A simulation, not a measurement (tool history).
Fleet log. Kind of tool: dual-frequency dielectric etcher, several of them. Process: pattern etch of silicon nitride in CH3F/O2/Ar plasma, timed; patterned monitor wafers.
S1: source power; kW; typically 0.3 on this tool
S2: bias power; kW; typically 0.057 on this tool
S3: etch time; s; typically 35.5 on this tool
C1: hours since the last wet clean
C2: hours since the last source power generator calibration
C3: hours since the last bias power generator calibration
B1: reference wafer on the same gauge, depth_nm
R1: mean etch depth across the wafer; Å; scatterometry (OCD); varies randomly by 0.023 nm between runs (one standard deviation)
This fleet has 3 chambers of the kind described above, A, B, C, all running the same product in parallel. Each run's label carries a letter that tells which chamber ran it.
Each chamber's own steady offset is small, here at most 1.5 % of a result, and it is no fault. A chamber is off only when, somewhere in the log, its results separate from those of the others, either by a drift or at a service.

| run | day | S1 | S2 | S3 | C1 | C2 | C3 | B1 | R1 |
|---|---|---|---|---|---|---|---|---|---|
| 1B | 0.125 | 0.3 | 0.057 | 35.5 | 253.4 | 4551.2 | 389.2 | 20.002 | 208.5 |
| 2C | 0.275 | 0.3 | 0.057 | 35.5 | 16 | 500.1 | 2209.4 | 20.006 | 204.23 |
| 3A | 0.404 | 0.3 | 0.057 | 35.5 | 29.6 | 2369.2 | 3173.5 | 20.01 | 204.47 |
| 4B | 0.517 | 0.3 | 0.057 | 35.5 | 262.8 | 4560.6 | 398.6 | 20.015 | 208.51 |
| 5C | 0.679 | 0.3 | 0.057 | 35.5 | 25.7 | 509.8 | 2219.1 | 20.019 | 204.68 |
| 6A | 0.846 | 0.3 | 0.057 | 35.5 | 40.2 | 2379.8 | 3184.1 | 20.021 | 204.69 |
| 7A | 0.942 | 0.3 | 0.057 | 35.5 | 42.5 | 2382.1 | 3186.4 | 20.028 | 204.52 |
| 8B | 1.033 | 0.3 | 0.057 | 35.5 | 275.2 | 4573 | 411 | 20.027 | 209.02 |
| 9C | 1.183 | 0.3 | 0.05 | 31 | 37.8 | 521.9 | 2231.2 | 20.035 | 171.43 |
| 10A | 1.312 | 0.3 | 0.05 | 31 | 51.4 | 2391 | 3195.3 | 20.032 | 171.23 |
| 11B | 1.446 | 0.3 | 0.05 | 31 | 285.1 | 4582.9 | 420.9 | 20.036 | 174.71 |
| 12C | 1.625 | 0.3 | 0.057 | 35.5 | 48.4 | 532.5 | 2241.8 | 20.046 | 204.96 |
| 13C | 1.717 | 0.3 | 0.057 | 35.5 | 50.6 | 534.7 | 2244 | 20.047 | 204.79 |
| 14A | 1.842 | 0.3 | 0.057 | 35.5 | 64.1 | 2403.7 | 3208 | 20.052 | 205.07 |
| 15B | 1.967 | 0.3 | 0.057 | 35.5 | 297.6 | 4595.4 | 433.4 | 20.049 | 208.95 |
| 16C | 2.067 | 0.3 | 0.057 | 35.5 | 59 | 543.1 | 2252.4 | 20.051 | 204.89 |
| 17B | 2.196 | 0.3 | 0.057 | 35.5 | 303.1 | 4600.9 | 438.9 | 20.061 | 209.4 |
| 18A | 2.317 | 0.3 | 0.057 | 35.5 | 75.5 | 2415.1 | 3219.4 | 20.062 | 204.35 |
|  | 2.329 | chamber C: bias power generator calibrated |
| 19A | 2.508 | 0.3 | 0.057 | 35.5 | 80.1 | 2419.7 | 3224 | 20.061 | 204.83 |
| 20B | 2.617 | 0.3 | 0.057 | 35.5 | 313.2 | 4611 | 449 | 20.065 | 209.55 |
| 21C | 2.788 | 0.3 | 0.057 | 35.5 | 76.3 | 560.4 | 11 | 20.069 | 204.97 |
| 22A | 2.904 | 0.27 | 0.057 | 35.5 | 89.6 | 2429.2 | 3233.5 | 20.072 | 196.78 |
| 23B | 3.075 | 0.27 | 0.057 | 35.5 | 324.2 | 4622 | 460 | 20.079 | 201.57 |
| 24C | 3.188 | 0.27 | 0.057 | 35.5 | 85.9 | 570 | 20.6 | 20.08 | 196.86 |
| 25B | 3.3 | 0.3 | 0.057 | 35.5 | 329.6 | 4627.4 | 465.4 | 20.083 | 209.65 |
| 26C | 3.475 | 0.3 | 0.057 | 35.5 | 92.8 | 576.9 | 27.5 | 20.094 | 205.55 |

Predict what each chamber gives when all 3 of them run the settings below next.
| 27A | 3.621 | 0.3 | 0.057 | 35.5 |  |  |  |  | ? |
| 27B | 3.621 | 0.3 | 0.057 | 35.5 |  |  |  |  | ? |
| 27C | 3.621 | 0.3 | 0.057 | 35.5 |  |  |  |  | ? |

| run | R1 |
|---|---|
| 27A | 205.56 |
| 27B | 209.33 |
| 27C | 205.3 |
